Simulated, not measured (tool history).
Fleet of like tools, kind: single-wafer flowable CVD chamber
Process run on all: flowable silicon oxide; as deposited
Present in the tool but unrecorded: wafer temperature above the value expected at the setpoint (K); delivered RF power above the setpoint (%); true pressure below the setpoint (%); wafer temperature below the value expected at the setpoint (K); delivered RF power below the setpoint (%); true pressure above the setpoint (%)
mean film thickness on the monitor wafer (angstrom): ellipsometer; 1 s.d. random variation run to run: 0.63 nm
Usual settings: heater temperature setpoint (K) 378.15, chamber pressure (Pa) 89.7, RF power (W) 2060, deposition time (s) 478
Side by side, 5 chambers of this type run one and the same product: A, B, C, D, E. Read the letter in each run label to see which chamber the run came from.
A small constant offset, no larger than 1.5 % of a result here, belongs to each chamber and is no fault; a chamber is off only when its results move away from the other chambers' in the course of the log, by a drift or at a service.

| run | hour | heater temperature setpoint (K) | chamber pressure (Pa) | RF power (W) | deposition time (s) | hours since the last thermocouple change | hours since the last RF generator calibration | hours since the last manometer calibration | read-back reference wafer on the same gauge, thickness_nm | mean film thickness on the monitor wafer (angstrom) |
|---|---|---|---|---|---|---|---|---|---|---|
| 1E | 12.6 | 378.15 | 89.7 | 2060 | 478 | 507.7 | 1083.8 | 1650.3 | 189.94 | 1937.5 |
| 2D | 21.5 | 378.15 | 89.7 | 2060 | 478 | 1041.7 | 932 | 589.9 | 189.89 | 1955.7 |
| 3A | 31.3 | 378.15 | 89.7 | 2060 | 478 | 995.4 | 864.3 | 489.7 | 190.18 | 1952.1 |
| 4C | 41.6 | 378.15 | 89.7 | 2060 | 478 | 693 | 1591.2 | 1016 | 190.03 | 1990.7 |
| 5B | 52 | 378.15 | 89.7 | 2060 | 478 | 1459.1 | 891 | 1066.3 | 189.92 | 1966.9 |
| 6B | 62.8 | 378.15 | 77.1 | 2060 | 437 | 1469.9 | 901.8 | 1077.1 | 190.02 | 1443.7 |
| 7C | 72.9 | 378.15 | 77.1 | 2060 | 437 | 724.3 | 1622.5 | 1047.3 | 190.14 | 1466.9 |
| 8E | 86.6 | 378.15 | 77.1 | 2060 | 437 | 581.7 | 1157.8 | 1724.3 | 190.08 | 1442.4 |
| 9D | 95.8 | 378.15 | 77.1 | 2060 | 437 | 1116 | 1006.3 | 664.2 | 189.95 | 1455.9 |
| 10A | 111.7 | 378.15 | 77.1 | 2060 | 437 | 1075.8 | 944.7 | 570.1 | 190.09 | 1437.6 |
| 11E | 127.3 | 378.15 | 89.7 | 2060 | 478 | 622.4 | 1198.5 | 1765 | 190.08 | 1943.4 |
| 12A | 135.6 | 378.15 | 89.7 | 2060 | 478 | 1099.7 | 968.6 | 594 | 189.87 | 1946 |
| 13C | 150.3 | 378.15 | 89.7 | 2060 | 478 | 801.7 | 1699.9 | 1124.7 | 189.95 | 1991.2 |
| 14D | 158 | 378.15 | 89.7 | 2060 | 478 | 1178.2 | 1068.5 | 726.4 | 189.98 | 1965.8 |
| 15B | 169.5 | 378.15 | 89.7 | 2060 | 478 | 1576.6 | 1008.5 | 1183.8 | 190.01 | 1967.5 |
| 16E | 185.9 | 378.15 | 89.7 | 2060 | 478 | 681 | 1257.1 | 1823.6 | 189.81 | 1945.3 |
| 17B | 198.4 | 378.15 | 89.7 | 2060 | 478 | 1605.5 | 1037.4 | 1212.7 | 189.85 | 1979.3 |
| 18D | 210.1 | 378.15 | 76.9 | 2060 | 478 | 1230.3 | 1120.6 | 778.5 | 189.93 | 1596.8 |
| 19A | 217.5 | 378.15 | 76.9 | 2060 | 478 | 1181.6 | 1050.5 | 675.9 | 190.08 | 1569.4 |
| 20C | 227.7 | 378.15 | 76.9 | 2060 | 478 | 879.1 | 1777.3 | 1202.1 | 189.96 | 1603.3 |
|  | 232.3 | chamber C: capacitance manometer re-zeroed and calibrated |
| 21E | 237.5 | 378.15 | 76.9 | 2060 | 478 | 732.6 | 1308.7 | 1875.2 | 189.92 | 1572 |
|  | 243.1 | chamber D: RF generator calibrated |
| 22C | 250.5 | 378.15 | 76.9 | 2060 | 478 | 901.9 | 1800.1 | 18.3 | 190 | 1601.2 |
|  | 260.2 | chamber D: thermocouple changed; heater temperature recalibrated |
| 23B | 261.9 | 378.15 | 89.7 | 2060 | 570 | 1669 | 1100.9 | 1276.2 | 190.1 | 2371.8 |
| 24D | 269.6 | 378.15 | 89.7 | 2060 | 570 | 9.5 | 26.6 | 838 | 189.98 | 2347.2 |
| 25A | 279.9 | 378.15 | 89.7 | 2060 | 570 | 1244 | 1112.9 | 738.3 | 189.96 | 2325.5 |
| 26E | 296 | 378.15 | 89.7 | 2060 | 570 | 791.1 | 1367.2 | 1933.7 | 189.79 | 2304 |
| 27D | 304.7 | 378.15 | 89.7 | 2060 | 570 | 44.6 | 61.7 | 873.1 | 190.21 | 2344.2 |
| 28B | 313.3 | 378.15 | 89.7 | 2060 | 478 | 1720.4 | 1152.3 | 1327.6 | 189.93 | 1993.2 |
| 29A | 327.5 | 378.15 | 89.7 | 2060 | 478 | 1291.6 | 1160.5 | 785.9 | 190 | 1951.6 |
| 30C | 339.7 | 378.15 | 89.7 | 2060 | 478 | 991.1 | 1889.3 | 107.5 | 189.85 | 1976.6 |
| 31A | 356.2 | 378.15 | 89.7 | 2060 | 478 | 1320.3 | 1189.2 | 814.6 | 189.95 | 1952.8 |
| 32D | 368.3 | 378.15 | 89.7 | 2060 | 478 | 108.2 | 125.3 | 936.7 | 189.98 | 1959.8 |
| 33E | 384.2 | 378.15 | 89.7 | 2060 | 478 | 879.3 | 1455.4 | 2021.9 | 190.03 | 1935.4 |
| 34B | 396.1 | 378.15 | 89.7 | 2060 | 478 | 1803.2 | 1235.1 | 1410.4 | 189.92 | 2013.5 |
| 35C | 410 | 378.15 | 89.7 | 2060 | 478 | 1061.4 | 1959.6 | 177.8 | 190.17 | 1984 |

For the next run the whole fleet of 5 chambers uses the same settings. Give each chamber's results:
| 36A | 421.9 | 389.15 | 89.7 | 2060 | 478 |  |  |  |  | ? |
| 36B | 421.9 | 389.15 | 89.7 | 2060 | 478 |  |  |  |  | ? |
| 36C | 421.9 | 389.15 | 89.7 | 2060 | 478 |  |  |  |  | ? |
| 36D | 421.9 | 389.15 | 89.7 | 2060 | 478 |  |  |  |  | ? |
| 36E | 421.9 | 389.15 | 89.7 | 2060 | 478 |  |  |  |  | ? |

| run | mean film thickness on the monitor wafer (angstrom) |
|---|---|
| 36A | 1373.3 |
| 36B | 1415.6 |
| 36C | 1394.2 |
| 36D | 1384.5 |
| 36E | 1356.4 |
